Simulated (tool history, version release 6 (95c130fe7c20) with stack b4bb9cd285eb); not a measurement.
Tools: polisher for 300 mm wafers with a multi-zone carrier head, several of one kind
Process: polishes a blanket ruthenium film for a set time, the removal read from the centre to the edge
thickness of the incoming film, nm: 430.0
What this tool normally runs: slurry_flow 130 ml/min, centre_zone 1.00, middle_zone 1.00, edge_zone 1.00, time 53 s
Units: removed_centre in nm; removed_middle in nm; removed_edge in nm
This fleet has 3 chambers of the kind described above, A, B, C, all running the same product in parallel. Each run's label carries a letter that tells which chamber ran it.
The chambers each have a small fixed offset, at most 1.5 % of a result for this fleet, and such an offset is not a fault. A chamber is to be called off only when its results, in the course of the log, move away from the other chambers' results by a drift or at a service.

run,hour,slurry_flow,centre_zone,middle_zone,edge_zone,time,removed_centre,removed_middle,removed_edge
1B,6.5,130,1.00,1.00,1.00,53,46.859,47.517,46.368
2C,10.9,130,1.00,1.00,1.00,53,46.825,46.659,46.992
3A,18.6,130,1.00,1.00,1.00,53,46.676,47.112,46.960
4B,25.2,130,1.00,1.00,1.00,53,47.310,47.333,46.304
5C,30.0,130,1.00,1.00,1.00,53,48.590,46.166,47.389
6A,37.6,130,1.00,1.00,1.00,53,46.429,47.136,46.542
7C,42.5,130,1.00,1.00,1.00,53,48.374,46.752,47.299
# hour 48.1: chamber B: worn pad replaced by a new one
8B,48.5,130,1.00,0.94,1.11,53,47.469,44.365,49.926
# hour 51.2: chamber A: worn pad replaced by a new one
9A,54.3,130,1.00,0.94,1.11,53,48.511,44.683,49.619
# hour 60.1: chamber A: slurry nozzle cleaned
# hour 60.9: chamber B: slurry nozzle cleaned
10C,62.1,130,1.00,0.94,1.11,53,46.292,43.471,50.140
# hour 69.1: chamber C: worn pad replaced by a new one
11A,69.9,130,1.00,1.00,1.00,35,31.422,30.928,31.292
12B,74.9,130,1.00,1.00,1.00,35,31.441,31.447,30.799
13B,80.0,130,1.00,1.00,1.00,35,30.829,30.908,30.757
14A,86.4,130,1.00,1.00,1.00,53,46.098,47.978,46.673
15C,94.5,130,1.00,1.00,1.00,53,46.971,46.561,47.940
16A,102.5,130,1.00,1.00,1.00,53,46.483,47.012,47.787
# hour 106.8: chamber B: edge zone pressure recalibrated
17C,110.0,130,1.00,1.00,1.00,53,47.157,46.469,47.204
# hour 116.0: chamber A: worn pad replaced by a new one
18B,117.3,130,1.00,1.00,1.00,53,46.293,47.771,45.555
19A,124.0,130,1.00,1.00,1.00,53,46.252,47.519,47.841
# hour 126.0: chamber B: worn pad replaced by a new one
20C,129.7,130,1.00,1.00,1.00,53,47.438,46.538,47.328
# hour 134.2: chamber A: edge zone pressure recalibrated
# hour 135.2: chamber B: centre zone pressure recalibrated
21B,135.7,130,1.00,1.00,1.00,53,43.207,47.051,47.131
22C,143.3,130,1.00,1.00,1.00,53,46.804,46.570,47.219
23B,148.8,130,1.00,1.00,1.00,53,42.978,46.852,46.326
24A,154.0,130,1.00,1.00,1.00,53,47.226,46.957,46.592
25C,160.1,130,1.00,1.00,1.00,53,47.291,46.799,46.908
26B,163.9,130,1.00,1.00,1.00,53,41.664,46.815,46.886
27A,168.4,130,1.00,1.00,1.00,53,47.307,47.200,47.294
# hour 173.6: chamber A: worn pad replaced by a new one
28C,175.2,130,1.00,1.00,1.00,53,47.922,46.750,46.849
29A,180.2,130,1.00,1.00,1.00,53,46.728,47.601,46.969
# hour 181.0: chamber C: worn pad replaced by a new one
30B,186.5,130,1.00,1.00,1.00,53,42.285,47.660,47.270
31B,193.7,130,1.00,1.00,1.00,53,42.293,47.504,46.620
32A,199.6,130,1.00,1.00,1.00,53,47.956,47.581,47.517
33C,206.2,130,1.00,1.00,1.00,53,47.599,47.452,47.336
34C,213.6,130,1.00,1.00,1.00,53,47.894,46.949,47.040
# hour 218.5: chamber B: worn pad replaced by a new one
35A,219.5,130,1.00,1.00,0.95,70,64.514,62.263,59.929
36B,223.0,130,1.00,1.00,0.95,70,57.132,61.922,60.080
37B,228.5,130,1.00,1.00,0.95,70,55.664,62.687,60.193
38A,232.8,130,1.00,1.00,1.00,53,48.361,46.318,47.313
39C,240.0,130,1.05,1.00,1.11,53,50.616,46.896,50.738
# hour 244.3: chamber A: worn pad replaced by a new one
40C,245.6,130,1.05,1.00,1.11,53,50.329,46.300,50.120
41A,249.5,130,1.05,1.00,1.11,53,49.322,47.336,49.745
# hour 252.3: chamber C: edge zone pressure recalibrated
42B,255.6,130,1.00,1.00,1.00,53,42.150,46.588,46.582
43B,261.0,130,1.00,1.00,1.00,53,41.989,47.189,47.518
44C,267.7,130,1.00,1.00,1.00,53,46.739,46.513,47.092

Next, all 3 chambers run the settings below, one line each with question marks for the results. What does each chamber give?
45A,273.6,130,1.00,1.00,1.00,53,?,?,?
45B,273.6,130,1.00,1.00,1.00,53,?,?,?
45C,273.6,130,1.00,1.00,1.00,53,?,?,?

run,removed_centre,removed_middle,removed_edge
45A,47.763,47.196,46.812
45B,43.036,47.916,46.878
45C,47.067,46.580,47.943

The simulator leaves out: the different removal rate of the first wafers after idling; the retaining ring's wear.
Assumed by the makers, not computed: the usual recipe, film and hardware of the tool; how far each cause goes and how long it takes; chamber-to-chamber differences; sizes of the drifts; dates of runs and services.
